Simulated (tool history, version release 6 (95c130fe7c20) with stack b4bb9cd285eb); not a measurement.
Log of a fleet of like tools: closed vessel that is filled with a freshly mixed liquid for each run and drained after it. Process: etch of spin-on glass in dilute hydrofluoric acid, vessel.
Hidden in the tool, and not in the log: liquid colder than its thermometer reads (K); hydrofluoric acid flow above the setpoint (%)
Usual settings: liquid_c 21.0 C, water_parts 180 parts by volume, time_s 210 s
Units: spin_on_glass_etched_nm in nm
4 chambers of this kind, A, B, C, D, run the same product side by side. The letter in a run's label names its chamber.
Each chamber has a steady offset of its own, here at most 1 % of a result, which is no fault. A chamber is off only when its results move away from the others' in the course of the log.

run,hour,liquid_c,water_parts,time_s,hours since the thermometer was replaced,hours since the hydrofluoric acid flow meter was replaced,"read-back film thickness of the spin-on glass reference wafer, read on the same gauge (nm)",spin_on_glass_etched_nm
# hour 0.6: chamber D: thermometer replaced
1A,11.7,21.0,180,210,490.2,478.2,110.02,27.312
# hour 14.7: chamber B: hydrofluoric acid flow meter replaced
2C,26.0,21.0,180,210,823.4,627.0,110.00,27.230
3D,33.7,21.0,180,210,33.1,81.7,110.01,27.486
4B,48.1,21.0,180,210,357.0,33.4,110.00,27.354
# hour 56.6: chamber A: hydrofluoric acid flow meter replaced
5A,61.0,21.0,125,300,539.5,4.4,109.99,58.979
6B,68.7,21.0,125,300,377.6,54.0,110.01,59.660
7D,81.1,21.0,125,300,80.5,129.1,109.99,58.941
8C,91.8,21.0,125,300,889.2,692.8,110.00,59.226
9A,104.6,21.0,130,210,583.1,48.0,109.99,39.858
10C,117.0,21.0,130,210,914.4,718.0,110.01,39.797
11D,132.1,21.0,130,210,131.5,180.1,110.00,39.303
12B,141.3,21.0,130,210,450.2,126.6,110.01,40.013
13A,148.9,21.0,180,210,627.4,92.3,110.00,27.324
14B,156.8,21.0,180,210,465.7,142.1,109.99,27.300
15D,164.2,21.0,180,210,163.6,212.2,110.00,27.202
16C,174.0,21.0,180,210,971.4,775.0,109.99,27.147
17D,183.6,24.5,180,210,183.0,231.6,110.00,31.280
18B,198.7,24.5,180,210,507.6,184.0,110.00,30.936
19C,214.7,24.5,180,210,1012.1,815.7,110.01,31.123
20A,228.3,24.5,180,210,706.8,171.7,110.01,31.449
21C,236.2,21.0,180,210,1033.6,837.2,110.01,27.288
22D,249.5,21.0,180,210,248.9,297.5,110.01,27.572
23B,258.5,21.0,180,210,567.4,243.8,110.02,27.589
# hour 260.8: chamber A: thermometer replaced
24A,268.1,21.0,180,210,7.4,211.5,110.00,27.678
25B,284.0,21.0,180,210,592.9,269.3,110.00,27.668
26C,291.3,21.0,180,210,1088.7,892.3,110.01,27.277
27A,302.7,21.0,180,210,42.0,246.1,109.98,27.674
28D,311.2,21.0,180,210,310.6,359.2,110.00,27.088
29B,322.6,21.0,180,210,631.5,307.9,109.98,27.492
30D,330.1,21.0,120,210,329.5,378.1,110.00,43.959
31C,342.8,21.0,120,210,1140.2,943.8,109.99,43.123

Next, every chamber runs the same settings. What will each give?
32A,354.5,21.0,180,275,,,,?
32B,354.5,21.0,180,275,,,,?
32C,354.5,21.0,180,275,,,,?
32D,354.5,21.0,180,275,,,,?

run,spin_on_glass_etched_nm
32A,36.440
32B,35.931
32C,36.087
32D,35.425
